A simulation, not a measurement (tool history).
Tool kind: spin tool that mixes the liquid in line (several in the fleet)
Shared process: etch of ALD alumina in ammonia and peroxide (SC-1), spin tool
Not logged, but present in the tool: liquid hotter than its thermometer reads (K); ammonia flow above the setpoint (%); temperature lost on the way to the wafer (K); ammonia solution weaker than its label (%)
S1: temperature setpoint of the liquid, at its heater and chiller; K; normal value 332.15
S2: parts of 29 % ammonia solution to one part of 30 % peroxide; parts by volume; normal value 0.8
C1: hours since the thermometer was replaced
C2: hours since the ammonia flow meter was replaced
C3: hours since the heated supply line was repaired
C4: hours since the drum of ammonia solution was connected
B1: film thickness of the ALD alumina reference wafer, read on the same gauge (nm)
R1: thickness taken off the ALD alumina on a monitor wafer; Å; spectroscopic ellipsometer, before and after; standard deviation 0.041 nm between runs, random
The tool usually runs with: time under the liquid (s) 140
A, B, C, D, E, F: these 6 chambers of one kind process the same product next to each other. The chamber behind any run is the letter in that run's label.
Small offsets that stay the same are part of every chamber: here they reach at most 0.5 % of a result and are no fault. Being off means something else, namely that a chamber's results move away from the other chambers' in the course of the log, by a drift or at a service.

Run 1A, hour 9.4: usual settings; C1 1036.6; C2 2231; C3 763.9; C4 147.9; B1 29.996. Result: R1 133.8 Å.
Run 2C, hour 15.4: usual settings; C1 393.4; C2 488.9; C3 2311.5; C4 101.4; B1 30.031. Result: R1 134.34 Å.
Run 3F, hour 22.1: usual settings; C1 916.1; C2 1516.6; C3 1665.9; C4 377.4; B1 29.995. Result: R1 133.31 Å.
Run 4B, hour 32.1: usual settings; C1 711.7; C2 48.8; C3 923.6; C4 546.2; B1 30.006. Result: R1 133.78 Å.
Run 5E, hour 42.4: usual settings but S1 341.65 K, time under the liquid (s) 100; C1 500.4; C2 472.8; C3 113.4; C4 970.5; B1 29.99. Result: R1 153.41 Å.
Run 6D, hour 54.2: usual settings but S1 341.65 K, time under the liquid (s) 100; C1 545.3; C2 144.2; C3 690.6; C4 667.1; B1 30.018. Result: R1 152.32 Å.
Run 7B, hour 66.2: usual settings but S1 341.65 K, time under the liquid (s) 100; C1 745.8; C2 82.9; C3 957.7; C4 580.3; B1 30.021. Result: R1 153.24 Å.
Run 8E, hour 74.6: usual settings but S1 341.65 K, time under the liquid (s) 100; C1 532.6; C2 505; C3 145.6; C4 1002.7; B1 30.014. Result: R1 153.39 Å.
Run 9C, hour 80.7: usual settings but S1 341.65 K, time under the liquid (s) 100; C1 458.7; C2 554.2; C3 2376.8; C4 166.7; B1 29.997. Result: R1 153.24 Å.
At hour 85.5: chamber B: thermometer replaced.
Run 10F, hour 91.4: usual settings but S1 341.65 K, time under the liquid (s) 100; C1 985.4; C2 1585.9; C3 1735.2; C4 446.7; B1 30.001. Result: R1 154.77 Å.
Run 11D, hour 103.8: usual settings; C1 594.9; C2 193.8; C3 740.2; C4 716.7; B1 30.013. Result: R1 134.25 Å.
At hour 108.2: chamber D: heated supply line repaired.
Run 12A, hour 110.9: usual settings; C1 1138.1; C2 2332.5; C3 865.4; C4 249.4; B1 30.022. Result: R1 134.32 Å.
Run 13E, hour 123.8: usual settings but time under the liquid (s) 180; C1 581.8; C2 554.2; C3 194.8; C4 1051.9; B1 29.999. Result: R1 173.22 Å.
Run 14C, hour 132: usual settings but time under the liquid (s) 180; C1 510; C2 605.5; C3 2428.1; C4 218; B1 30.002. Result: R1 173.44 Å.
At hour 134.7: chamber E: new drum of ammonia solution connected.
Run 15D, hour 142: usual settings but time under the liquid (s) 180; C1 633.1; C2 232; C3 33.8; C4 754.9; B1 30.034. Result: R1 172.55 Å.
At hour 150: chamber D: thermometer replaced.
Run 16F, hour 150.5: usual settings but time under the liquid (s) 180; C1 1044.5; C2 1645; C3 1794.3; C4 505.8; B1 30.005. Result: R1 172.21 Å.
At hour 160.3: chamber C: new drum of ammonia solution connected.
Run 17B, hour 161.4: usual settings but time under the liquid (s) 180; C1 75.9; C2 178.1; C3 1052.9; C4 675.5; B1 30.007. Result: R1 171.79 Å.
Run 18A, hour 171.3: usual settings but time under the liquid (s) 180; C1 1198.5; C2 2392.9; C3 925.8; C4 309.8; B1 30.022. Result: R1 173.24 Å.
Run 19D, hour 184.5: usual settings; C1 34.5; C2 274.5; C3 76.3; C4 797.4; B1 30.007. Result: R1 133.91 Å.
Run 20E, hour 197.5: usual settings; C1 655.5; C2 627.9; C3 268.5; C4 62.8; B1 29.995. Result: R1 134.92 Å.
Run 21F, hour 205.9: usual settings; C1 1099.9; C2 1700.4; C3 1849.7; C4 561.2; B1 30.005. Result: R1 134.01 Å.
Run 22A, hour 214.5: usual settings but S2 1.1 parts by volume, time under the liquid (s) 95; C1 1241.7; C2 2436.1; C3 969; C4 353; B1 29.989. Result: R1 93.63 Å.
Run 23C, hour 226.7: usual settings but S2 1.1 parts by volume, time under the liquid (s) 95; C1 604.7; C2 700.2; C3 2522.8; C4 66.5; B1 29.983. Result: R1 94.354 Å.
Run 24B, hour 235.7: usual settings but S2 1.1 parts by volume, time under the liquid (s) 95; C1 150.2; C2 252.4; C3 1127.2; C4 749.8; B1 29.994. Result: R1 93.579 Å.
Run 25B, hour 245: usual settings but S2 1.1 parts by volume, time under the liquid (s) 95; C1 159.5; C2 261.7; C3 1136.5; C4 759.1; B1 29.982. Result: R1 93.362 Å.
Run 26D, hour 254.1: usual settings but S2 1.1 parts by volume, time under the liquid (s) 95; C1 104.1; C2 344.1; C3 145.9; C4 867; B1 29.987. Result: R1 93.45 Å.
Run 27E, hour 264: usual settings but S2 1.1 parts by volume, time under the liquid (s) 95; C1 722; C2 694.4; C3 335; C4 129.3; B1 30.003. Result: R1 93.975 Å.
Run 28A, hour 272.1: usual settings but S1 323.65 K; C1 1299.3; C2 2493.7; C3 1026.6; C4 410.6; B1 29.963. Result: R1 84.813 Å.
Run 29F, hour 280.8: usual settings but S1 323.65 K; C1 1174.8; C2 1775.3; C3 1924.6; C4 636.1; B1 29.992. Result: R1 84.736 Å.
Run 30C, hour 287.3: usual settings but S1 323.65 K; C1 665.3; C2 760.8; C3 2583.4; C4 127.1; B1 29.976. Result: R1 86.111 Å.
At hour 291: chamber A: ammonia flow meter replaced.
Run 31F, hour 298.5: usual settings but S1 323.65 K; C1 1192.5; C2 1793; C3 1942.3; C4 653.8; B1 30.02. Result: R1 84.127 Å.
At hour 299: chamber C: heated supply line repaired.
Run 32B, hour 309.7: usual settings but S1 323.65 K; C1 224.2; C2 326.4; C3 1201.2; C4 823.8; B1 30.003. Result: R1 85.382 Å.
Run 33C, hour 322.2: usual settings but S1 323.65 K; C1 700.2; C2 795.7; C3 23.3; C4 162; B1 29.994. Result: R1 86.571 Å.
At hour 324.6: chamber F: new drum of ammonia solution connected.
At hour 324.9: chamber D: new drum of ammonia solution connected.
At hour 334.2: chamber E: thermometer replaced.
Run 34D, hour 334.2: usual settings; C1 184.2; C2 424.2; C3 226; C4 9.4; B1 29.988. Result: R1 133.34 Å.
Run 35E, hour 344.7: usual settings; C1 10.5; C2 775.1; C3 415.7; C4 210; B1 30.003. Result: R1 133.99 Å.
Run 36A, hour 356.6: usual settings; C1 1383.8; C2 65.6; C3 1111.1; C4 495.1; B1 30.013. Result: R1 133.89 Å.
Run 37A, hour 368.3: usual settings; C1 1395.5; C2 77.3; C3 1122.8; C4 506.8; B1 29.99. Result: R1 134.23 Å.
Run 38F, hour 377.8: usual settings; C1 1271.8; C2 1872.3; C3 2021.6; C4 53.3; B1 29.997. Result: R1 133.81 Å.

Next, every chamber runs the same settings. What will each give?
Run 39A, hour 387.4: usual settings but time under the liquid (s) 65. Result: R1 ?.
Run 39B, hour 387.4: usual settings but time under the liquid (s) 65. Result: R1 ?.
Run 39C, hour 387.4: usual settings but time under the liquid (s) 65. Result: R1 ?.
Run 39D, hour 387.4: usual settings but time under the liquid (s) 65. Result: R1 ?.
Run 39E, hour 387.4: usual settings but time under the liquid (s) 65. Result: R1 ?.
Run 39F, hour 387.4: usual settings but time under the liquid (s) 65. Result: R1 ?.

run      R1
39A  62.448
39B  62.407
39C  62.698
39D  62.467
39E  62.707
39F  62.237

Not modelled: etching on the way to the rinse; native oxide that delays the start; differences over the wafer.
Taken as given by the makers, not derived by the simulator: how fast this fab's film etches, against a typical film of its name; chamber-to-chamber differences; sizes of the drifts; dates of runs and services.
